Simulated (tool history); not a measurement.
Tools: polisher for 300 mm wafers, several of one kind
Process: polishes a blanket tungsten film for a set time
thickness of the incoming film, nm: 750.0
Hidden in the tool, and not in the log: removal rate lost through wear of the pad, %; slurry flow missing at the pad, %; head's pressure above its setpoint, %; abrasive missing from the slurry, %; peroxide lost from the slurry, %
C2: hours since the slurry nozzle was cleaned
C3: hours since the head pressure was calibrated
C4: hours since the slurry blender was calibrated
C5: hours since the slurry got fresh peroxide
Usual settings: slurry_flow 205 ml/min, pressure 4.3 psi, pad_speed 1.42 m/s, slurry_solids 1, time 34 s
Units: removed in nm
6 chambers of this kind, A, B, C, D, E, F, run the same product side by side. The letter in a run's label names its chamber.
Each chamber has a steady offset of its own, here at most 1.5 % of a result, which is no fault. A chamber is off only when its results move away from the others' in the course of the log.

{"hour": 3.0, "done": "chamber C: slurry tank refilled with fresh slurry and peroxide"}
{"run": "1F", "hour": 8.2, "slurry_flow": 205, "pressure": 4.3, "pad_speed": 1.42, "slurry_solids": 1, "time": 34, "wafers polished on this pad": 428, "C2": 928, "C3": 24.1, "C4": 22.5, "C5": 21.7, "removed": 302.18}
{"hour": 12.0, "done": "chamber D: slurry tank refilled with fresh slurry and peroxide"}
{"hour": 14.2, "done": "chamber F: slurry nozzle cleaned"}
{"run": "2D", "hour": 19.5, "slurry_flow": 205, "pressure": 4.3, "pad_speed": 1.42, "slurry_solids": 1, "time": 34, "wafers polished on this pad": 754, "C2": 223.3, "C3": 827.7, "C4": 324.3, "C5": 7.5, "removed": 295.24}
{"hour": 20.1, "done": "chamber A: worn pad replaced by a new one"}
{"hour": 28.4, "done": "chamber D: worn pad replaced by a new one"}
{"run": "3A", "hour": 29.0, "slurry_flow": 205, "pressure": 4.3, "pad_speed": 1.42, "slurry_solids": 1, "time": 34, "wafers polished on this pad": 106, "C2": 488.4, "C3": 209.2, "C4": 299.8, "C5": 34.1, "removed": 300.83}
{"hour": 33.8, "done": "chamber C: worn pad replaced by a new one"}
{"run": "4B", "hour": 34.4, "slurry_flow": 205, "pressure": 4.3, "pad_speed": 1.42, "slurry_solids": 1, "time": 34, "wafers polished on this pad": 439, "C2": 408.4, "C3": 678, "C4": 52, "C5": 59.4, "removed": 302.69}
{"run": "5C", "hour": 44.1, "slurry_flow": 205, "pressure": 4.3, "pad_speed": 1.42, "slurry_solids": 1, "time": 34, "wafers polished on this pad": 123, "C2": 219.2, "C3": 824.7, "C4": 202.7, "C5": 41.1, "removed": 299.17}
{"hour": 49.2, "done": "chamber F: slurry tank refilled with fresh slurry and peroxide"}
{"run": "6E", "hour": 49.8, "slurry_flow": 205, "pressure": 4.3, "pad_speed": 1.42, "slurry_solids": 1, "time": 34, "wafers polished on this pad": 794, "C2": 166, "C3": 455.5, "C4": 207.7, "C5": 103.1, "removed": 300.9}
{"hour": 53.5, "done": "chamber E: worn pad replaced by a new one"}
{"run": "7F", "hour": 58.2, "slurry_flow": 205, "pressure": 4.3, "pad_speed": 1.42, "slurry_solids": 1, "time": 34, "wafers polished on this pad": 1021, "C2": 44.1, "C3": 74.1, "C4": 72.5, "C5": 9.1, "removed": 293.77}
{"hour": 60.0, "done": "chamber D: slurry blender recalibrated"}
{"hour": 61.0, "done": "chamber E: slurry blender recalibrated"}
{"run": "8D", "hour": 66.9, "slurry_flow": 205, "pressure": 4.3, "pad_speed": 1.42, "slurry_solids": 1, "time": 34, "wafers polished on this pad": 456, "C2": 270.7, "C3": 875.1, "C4": 6.9, "C5": 54.9, "removed": 295.98}
{"run": "9A", "hour": 72.8, "slurry_flow": 205, "pressure": 4.3, "pad_speed": 1.42, "slurry_solids": 1, "time": 34, "wafers polished on this pad": 625, "C2": 532.2, "C3": 253, "C4": 343.6, "C5": 77.9, "removed": 299.73}
{"hour": 81.8, "done": "chamber F: worn pad replaced by a new one"}
{"run": "10B", "hour": 83.6, "slurry_flow": 205, "pressure": 4.3, "pad_speed": 1.42, "slurry_solids": 1, "time": 34, "wafers polished on this pad": 1023, "C2": 457.6, "C3": 727.2, "C4": 101.2, "C5": 108.6, "removed": 297.91}
{"hour": 87.4, "done": "chamber E: slurry tank refilled with fresh slurry and peroxide"}
{"hour": 87.9, "done": "chamber C: slurry nozzle cleaned"}
{"run": "11C", "hour": 90.1, "slurry_flow": 180, "pressure": 5, "pad_speed": 1.42, "slurry_solids": 1, "time": 34, "wafers polished on this pad": 668, "C2": 2.3, "C3": 870.7, "C4": 248.7, "C5": 87.1, "removed": 341.71}
{"run": "12E", "hour": 95.2, "slurry_flow": 180, "pressure": 5, "pad_speed": 1.42, "slurry_solids": 1, "time": 34, "wafers polished on this pad": 494, "C2": 211.4, "C3": 500.9, "C4": 34.2, "C5": 7.8, "removed": 345.26}
{"hour": 98.6, "done": "chamber D: worn pad replaced by a new one"}
{"run": "13D", "hour": 100.5, "slurry_flow": 180, "pressure": 5, "pad_speed": 1.42, "slurry_solids": 1, "time": 34, "wafers polished on this pad": 22, "C2": 304.3, "C3": 908.7, "C4": 40.5, "C5": 88.5, "removed": 338.12}
{"run": "14A", "hour": 106.6, "slurry_flow": 180, "pressure": 5, "pad_speed": 1.42, "slurry_solids": 1, "time": 34, "wafers polished on this pad": 1026, "C2": 566, "C3": 286.8, "C4": 377.4, "C5": 111.7, "removed": 334.83}
{"hour": 107.0, "done": "chamber A: worn pad replaced by a new one"}
{"hour": 115.1, "done": "chamber B: worn pad replaced by a new one"}
{"run": "15F", "hour": 117.8, "slurry_flow": 180, "pressure": 5, "pad_speed": 1.42, "slurry_solids": 1, "time": 34, "wafers polished on this pad": 427, "C2": 103.7, "C3": 133.7, "C4": 132.1, "C5": 68.7, "removed": 339.37}
{"hour": 118.0, "done": "chamber F: slurry tank refilled with fresh slurry and peroxide"}
{"hour": 118.8, "done": "chamber C: slurry tank refilled with fresh slurry and peroxide"}
{"hour": 122.2, "done": "chamber E: worn pad replaced by a new one"}
{"run": "16B", "hour": 127.1, "slurry_flow": 180, "pressure": 5, "pad_speed": 1.42, "slurry_solids": 1, "time": 34, "wafers polished on this pad": 143, "C2": 501.1, "C3": 770.7, "C4": 144.7, "C5": 152.1, "removed": 334.39}
{"hour": 131.9, "done": "chamber F: slurry blender recalibrated"}
{"hour": 136.4, "done": "chamber A: slurry blender recalibrated"}
{"run": "17E", "hour": 138.1, "slurry_flow": 205, "pressure": 4.3, "pad_speed": 1.42, "slurry_solids": 0.8, "time": 34, "wafers polished on this pad": 189, "C2": 254.3, "C3": 543.8, "C4": 77.1, "C5": 50.7, "removed": 282.79}
{"run": "18C", "hour": 144.7, "slurry_flow": 205, "pressure": 4.3, "pad_speed": 1.42, "slurry_solids": 0.8, "time": 34, "wafers polished on this pad": 1316, "C2": 56.9, "C3": 925.3, "C4": 303.3, "C5": 25.9, "removed": 287.04}
{"run": "19D", "hour": 150.3, "slurry_flow": 205, "pressure": 4.3, "pad_speed": 1.42, "slurry_solids": 0.8, "time": 34, "wafers polished on this pad": 613, "C2": 354.1, "C3": 958.5, "C4": 90.3, "C5": 138.3, "removed": 278.13}
{"hour": 155.3, "done": "chamber D: head pressure recalibrated"}
{"run": "20F", "hour": 159.4, "slurry_flow": 205, "pressure": 4.3, "pad_speed": 1.42, "slurry_solids": 0.8, "time": 34, "wafers polished on this pad": 921, "C2": 145.3, "C3": 175.3, "C4": 27.5, "C5": 41.4, "removed": 292.56}
{"hour": 161.2, "done": "chamber A: slurry tank refilled with fresh slurry and peroxide"}
{"hour": 166.1, "done": "chamber D: slurry tank refilled with fresh slurry and peroxide"}
{"run": "21C", "hour": 168.0, "slurry_flow": 205, "pressure": 4.3, "pad_speed": 1.42, "slurry_solids": 0.8, "time": 34, "wafers polished on this pad": 1592, "C2": 80.2, "C3": 948.6, "C4": 326.6, "C5": 49.2, "removed": 284.89}
{"hour": 176.3, "done": "chamber C: worn pad replaced by a new one"}
{"run": "22B", "hour": 179.1, "slurry_flow": 205, "pressure": 4.3, "pad_speed": 1.42, "slurry_solids": 0.8, "time": 34, "wafers polished on this pad": 760, "C2": 553.1, "C3": 822.7, "C4": 196.7, "C5": 204.1, "removed": 273.48}
{"hour": 187.9, "done": "chamber D: worn pad replaced by a new one"}
{"hour": 188.1, "done": "chamber F: worn pad replaced by a new one"}
{"run": "23A", "hour": 188.2, "slurry_flow": 205, "pressure": 4.3, "pad_speed": 1.42, "slurry_solids": 1, "time": 27, "wafers polished on this pad": 963, "C2": 647.6, "C3": 368.4, "C4": 51.9, "C5": 27, "removed": 237.43}
{"hour": 190.4, "done": "chamber E: worn pad replaced by a new one"}
{"hour": 192.2, "done": "chamber F: slurry tank refilled with fresh slurry and peroxide"}
{"run": "24E", "hour": 196.5, "slurry_flow": 205, "pressure": 4.3, "pad_speed": 1.42, "slurry_solids": 1, "time": 27, "wafers polished on this pad": 73, "C2": 312.7, "C3": 602.2, "C4": 135.5, "C5": 109.1, "removed": 241.29}
{"run": "25D", "hour": 203.9, "slurry_flow": 205, "pressure": 4.3, "pad_speed": 1.42, "slurry_solids": 1, "time": 27, "wafers polished on this pad": 190, "C2": 407.7, "C3": 48.7, "C4": 143.9, "C5": 37.9, "removed": 233.96}
{"run": "26C", "hour": 209.2, "slurry_flow": 205, "pressure": 4.3, "pad_speed": 1.42, "slurry_solids": 1, "time": 27, "wafers polished on this pad": 391, "C2": 121.4, "C3": 989.8, "C4": 367.8, "C5": 90.4, "removed": 232.59}
{"hour": 209.6, "done": "chamber A: worn pad replaced by a new one"}
{"run": "27E", "hour": 217.8, "slurry_flow": 205, "pressure": 4.3, "pad_speed": 1.42, "slurry_solids": 1, "time": 27, "wafers polished on this pad": 325, "C2": 334, "C3": 623.5, "C4": 156.8, "C5": 130.4, "removed": 241.56}
{"run": "28F", "hour": 223.9, "slurry_flow": 205, "pressure": 4.3, "pad_speed": 1.42, "slurry_solids": 1, "time": 27, "wafers polished on this pad": 425, "C2": 209.8, "C3": 239.8, "C4": 92, "C5": 31.7, "removed": 238.24}
{"hour": 227.0, "done": "chamber A: slurry nozzle cleaned"}
{"run": "29A", "hour": 233.7, "slurry_flow": 205, "pressure": 4.3, "pad_speed": 1.42, "slurry_solids": 1, "time": 34, "wafers polished on this pad": 286, "C2": 6.8, "C3": 413.9, "C4": 97.4, "C5": 72.5, "removed": 301.89}
{"hour": 237.3, "done": "chamber E: slurry tank refilled with fresh slurry and peroxide"}
{"run": "30B", "hour": 239.3, "slurry_flow": 205, "pressure": 4.3, "pad_speed": 1.42, "slurry_solids": 1, "time": 34, "wafers polished on this pad": 1474, "C2": 613.3, "C3": 882.9, "C4": 256.9, "C5": 264.3, "removed": 274.34}
{"hour": 244.0, "done": "chamber C: slurry tank refilled with fresh slurry and peroxide"}
{"run": "31D", "hour": 248.0, "slurry_flow": 205, "pressure": 4.3, "pad_speed": 1.42, "slurry_solids": 1, "time": 34, "wafers polished on this pad": 714, "C2": 451.8, "C3": 92.8, "C4": 188, "C5": 82, "removed": 292.2}
{"hour": 250.8, "done": "chamber F: slurry tank refilled with fresh slurry and peroxide"}
{"hour": 252.8, "done": "chamber B: worn pad replaced by a new one"}
{"hour": 253.4, "done": "chamber B: head pressure recalibrated"}
{"run": "32A", "hour": 255.4, "slurry_flow": 205, "pressure": 4.3, "pad_speed": 1.42, "slurry_solids": 1, "time": 34, "wafers polished on this pad": 543, "C2": 28.5, "C3": 435.6, "C4": 119.1, "C5": 94.2, "removed": 296.48}
{"hour": 259.7, "done": "chamber E: worn pad replaced by a new one"}
{"run": "33C", "hour": 263.1, "slurry_flow": 205, "pressure": 4.3, "pad_speed": 1.42, "slurry_solids": 1, "time": 34, "wafers polished on this pad": 1030, "C2": 175.3, "C3": 1043.7, "C4": 421.7, "C5": 19.1, "removed": 301.38}
{"hour": 268.3, "done": "chamber D: worn pad replaced by a new one"}
{"run": "34F", "hour": 269.8, "slurry_flow": 205, "pressure": 4.3, "pad_speed": 1.42, "slurry_solids": 1, "time": 34, "wafers polished on this pad": 970, "C2": 255.7, "C3": 285.7, "C4": 137.9, "C5": 19, "removed": 302.86}
{"run": "35E", "hour": 278.8, "slurry_flow": 205, "pressure": 4.3, "pad_speed": 1.42, "slurry_solids": 1, "time": 34, "wafers polished on this pad": 227, "C2": 395, "C3": 684.5, "C4": 217.8, "C5": 41.6, "removed": 303.45}
{"hour": 279.4, "done": "chamber F: slurry blender recalibrated"}
{"hour": 286.9, "done": "chamber F: worn pad replaced by a new one"}
{"hour": 286.9, "done": "chamber C: slurry nozzle cleaned"}
{"run": "36B", "hour": 287.8, "slurry_flow": 205, "pressure": 4.3, "pad_speed": 1.42, "slurry_solids": 1, "time": 34, "wafers polished on this pad": 415, "C2": 661.8, "C3": 34.4, "C4": 305.4, "C5": 312.8, "removed": 278.91}
{"hour": 293.6, "done": "chamber C: slurry blender recalibrated"}
{"run": "37D", "hour": 294.0, "slurry_flow": 205, "pressure": 4.3, "pad_speed": 1.42, "slurry_solids": 1, "time": 34, "wafers polished on this pad": 305, "C2": 497.8, "C3": 138.8, "C4": 234, "C5": 128, "removed": 294.96}
{"hour": 299.5, "done": "chamber C: worn pad replaced by a new one"}
{"run": "38A", "hour": 300.8, "slurry_flow": 205, "pressure": 4.3, "pad_speed": 1.42, "slurry_solids": 1, "time": 34, "wafers polished on this pad": 1082, "C2": 73.9, "C3": 481, "C4": 164.5, "C5": 139.6, "removed": 301.58}
{"run": "39B", "hour": 309.8, "slurry_flow": 205, "pressure": 4.3, "pad_speed": 1.42, "slurry_solids": 0.7, "time": 34, "wafers polished on this pad": 676, "C2": 683.8, "C3": 56.4, "C4": 327.4, "C5": 334.8, "removed": 258.03}
{"hour": 315.8, "done": "chamber F: slurry tank refilled with fresh slurry and peroxide"}
{"run": "40F", "hour": 317.4, "slurry_flow": 205, "pressure": 4.3, "pad_speed": 1.42, "slurry_solids": 0.7, "time": 34, "wafers polished on this pad": 362, "C2": 303.3, "C3": 333.3, "C4": 38, "C5": 1.7, "removed": 278.85}
{"run": "41C", "hour": 325.6, "slurry_flow": 205, "pressure": 4.3, "pad_speed": 1.42, "slurry_solids": 0.7, "time": 34, "wafers polished on this pad": 310, "C2": 38.8, "C3": 1106.2, "C4": 32, "C5": 81.6, "removed": 282.74}
{"hour": 331.0, "done": "chamber E: slurry blender recalibrated"}
{"run": "42E", "hour": 331.9, "slurry_flow": 205, "pressure": 4.3, "pad_speed": 1.42, "slurry_solids": 0.7, "time": 34, "wafers polished on this pad": 857, "C2": 448.1, "C3": 737.6, "C4": 1, "C5": 94.7, "removed": 275.58}

Is one chamber off against the others, does the gauge drift, or is nothing wrong? If a chamber is off, say which, and what the likeliest cause is.

Chamber B drifts away from the others.
Cause: peroxide lost from the slurry, % = 21.4.
The log may not tell that from: slurry flow missing at the pad, %; abrasive missing from the slurry, %.

Here are 4 candidates for chamber B's next run, each the usual settings with a change, their results left as question marks. Which one brings its results back in line with what the others give on the usual settings?
In line means no further than this from the other chambers' mean on the usual settings: removed 11 nm
{"run": "43B-1", "hour": 340.3, "slurry_flow": 210, "pressure": 4.3, "pad_speed": 1.42, "slurry_solids": 1, "time": 40, "removed": "?"}
{"run": "43B-2", "hour": 340.3, "slurry_flow": 205, "pressure": 4.4, "pad_speed": 1.46, "slurry_solids": 1, "time": 35, "removed": "?"}
{"run": "43B-3", "hour": 340.3, "slurry_flow": 205, "pressure": 4.3, "pad_speed": 1.2, "slurry_solids": 1, "time": 34, "removed": "?"}
{"run": "43B-4", "hour": 340.3, "slurry_flow": 205, "pressure": 4.2, "pad_speed": 1.38, "slurry_solids": 1, "time": 33, "removed": "?"}

The other chambers' mean on the usual settings: removed 298.63 nm
run=43B-1 removed=322.35
run=43B-2 removed=296
run=43B-3 removed=230.2
run=43B-4 removed=251.5
43B-2 brings the chamber back in line.

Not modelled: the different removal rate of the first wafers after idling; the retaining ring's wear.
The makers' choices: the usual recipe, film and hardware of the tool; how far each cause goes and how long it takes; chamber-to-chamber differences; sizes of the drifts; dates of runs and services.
